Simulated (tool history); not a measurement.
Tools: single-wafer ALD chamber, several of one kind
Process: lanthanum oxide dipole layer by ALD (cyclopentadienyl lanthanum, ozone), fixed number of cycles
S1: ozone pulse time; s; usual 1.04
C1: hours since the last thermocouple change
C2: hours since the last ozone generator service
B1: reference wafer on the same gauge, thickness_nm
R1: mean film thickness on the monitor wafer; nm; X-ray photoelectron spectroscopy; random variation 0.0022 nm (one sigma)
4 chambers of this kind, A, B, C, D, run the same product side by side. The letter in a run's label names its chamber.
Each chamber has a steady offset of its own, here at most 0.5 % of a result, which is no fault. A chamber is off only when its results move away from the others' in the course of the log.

| run | day | S1 | C1 | C2 | B1 | R1 |
|---|---|---|---|---|---|---|
| 1D | 0.183 | 1.04 | 521.4 | 12.6 | 0.60201 | 0.50216 |
| 2B | 0.421 | 1.04 | 2048.9 | 663.2 | 0.60177 | 0.50539 |
| 3C | 0.621 | 1.04 | 1267.8 | 229.6 | 0.60192 | 0.50521 |
| 4A | 0.888 | 1.04 | 1654.6 | 259.3 | 0.60152 | 0.50552 |
| 5A | 1.004 | 1.04 | 1657.4 | 262.1 | 0.60159 | 0.50405 |
| 6C | 1.133 | 1.04 | 1280.1 | 241.9 | 0.60231 | 0.50481 |
| 7D | 1.342 | 1.04 | 549.2 | 40.4 | 0.60156 | 0.50709 |
| 8B | 1.488 | 0.84 | 2074.5 | 688.8 | 0.60224 | 0.46893 |
| 9D | 1.725 | 0.84 | 558.4 | 49.6 | 0.60214 | 0.46676 |
| 10B | 1.879 | 0.84 | 2083.9 | 698.2 | 0.6012 | 0.47076 |
| 11C | 1.996 | 0.84 | 1300.8 | 262.6 | 0.60165 | 0.46702 |
| 12A | 2.112 | 1.04 | 1684 | 288.7 | 0.60184 | 0.50763 |
| 13B | 2.275 | 1.04 | 2093.4 | 707.7 | 0.60236 | 0.50311 |
| 14C | 2.517 | 1.04 | 1313.3 | 275.1 | 0.60183 | 0.50441 |
| 15D | 2.729 | 1.04 | 582.5 | 73.7 | 0.6026 | 0.50367 |
| 16A | 2.912 | 1.04 | 1703.2 | 307.9 | 0.60222 | 0.50677 |
| 17D | 3.142 | 1.04 | 592.4 | 83.6 | 0.60247 | 0.50442 |
| 18A | 3.35 | 1.04 | 1713.7 | 318.4 | 0.60212 | 0.50661 |
| 19B | 3.504 | 1.32 | 2122.9 | 737.2 | 0.60233 | 0.5328 |
| 20C | 3.729 | 1.32 | 1342.4 | 304.2 | 0.60266 | 0.53416 |
| 21D | 3.888 | 1.32 | 610.3 | 101.5 | 0.60267 | 0.53797 |
| 22C | 4.088 | 1.32 | 1351 | 312.8 | 0.60172 | 0.5338 |
| 23A | 4.279 | 1.04 | 1736 | 340.7 | 0.60244 | 0.50665 |
| 24B | 4.483 | 1.21 | 2146.4 | 760.7 | 0.60206 | 0.52094 |
| 25D | 4.667 | 1.21 | 629 | 120.2 | 0.60158 | 0.52305 |
| 26A | 4.912 | 1.21 | 1751.2 | 355.9 | 0.60273 | 0.52651 |
| 27C | 5.096 | 1.21 | 1375.2 | 337 | 0.60225 | 0.5235 |
| 28B | 5.333 | 1.04 | 2166.8 | 781.1 | 0.60174 | 0.49666 |
| 29A | 5.483 | 1.04 | 1764.9 | 369.6 | 0.60134 | 0.50714 |
| 30C | 5.642 | 1.04 | 1388.3 | 350.1 | 0.60181 | 0.50231 |
| 31D | 5.8 | 1.04 | 656.2 | 147.4 | 0.60256 | 0.50596 |
| 32B | 5.942 | 1.04 | 2181.4 | 795.7 | 0.60197 | 0.49588 |
| 33B | 6.183 | 1.04 | 2187.2 | 801.5 | 0.60162 | 0.49121 |
| 34A | 6.433 | 1.04 | 1787.7 | 392.4 | 0.60237 | 0.50617 |
| 35C | 6.696 | 1.04 | 1413.6 | 375.4 | 0.60168 | 0.50729 |
| 36D | 6.896 | 1.04 | 682.5 | 173.7 | 0.60223 | 0.50546 |
| 37C | 7.146 | 1.04 | 1424.4 | 386.2 | 0.60226 | 0.5033 |
| 38D | 7.296 | 1.04 | 692.1 | 183.3 | 0.60121 | 0.504 |
| 39B | 7.508 | 1.27 | 2219 | 833.3 | 0.60168 | 0.51838 |

All 4 chambers run these settings next. Forecast each chamber's results:
| 40A | 7.7 | 1.22 |  |  |  | ? |
| 40B | 7.7 | 1.22 |  |  |  | ? |
| 40C | 7.7 | 1.22 |  |  |  | ? |
| 40D | 7.7 | 1.22 |  |  |  | ? |

| run | R1 |
|---|---|
| 40A | 0.53115 |
| 40B | 0.51117 |
| 40C | 0.52503 |
| 40D | 0.52788 |
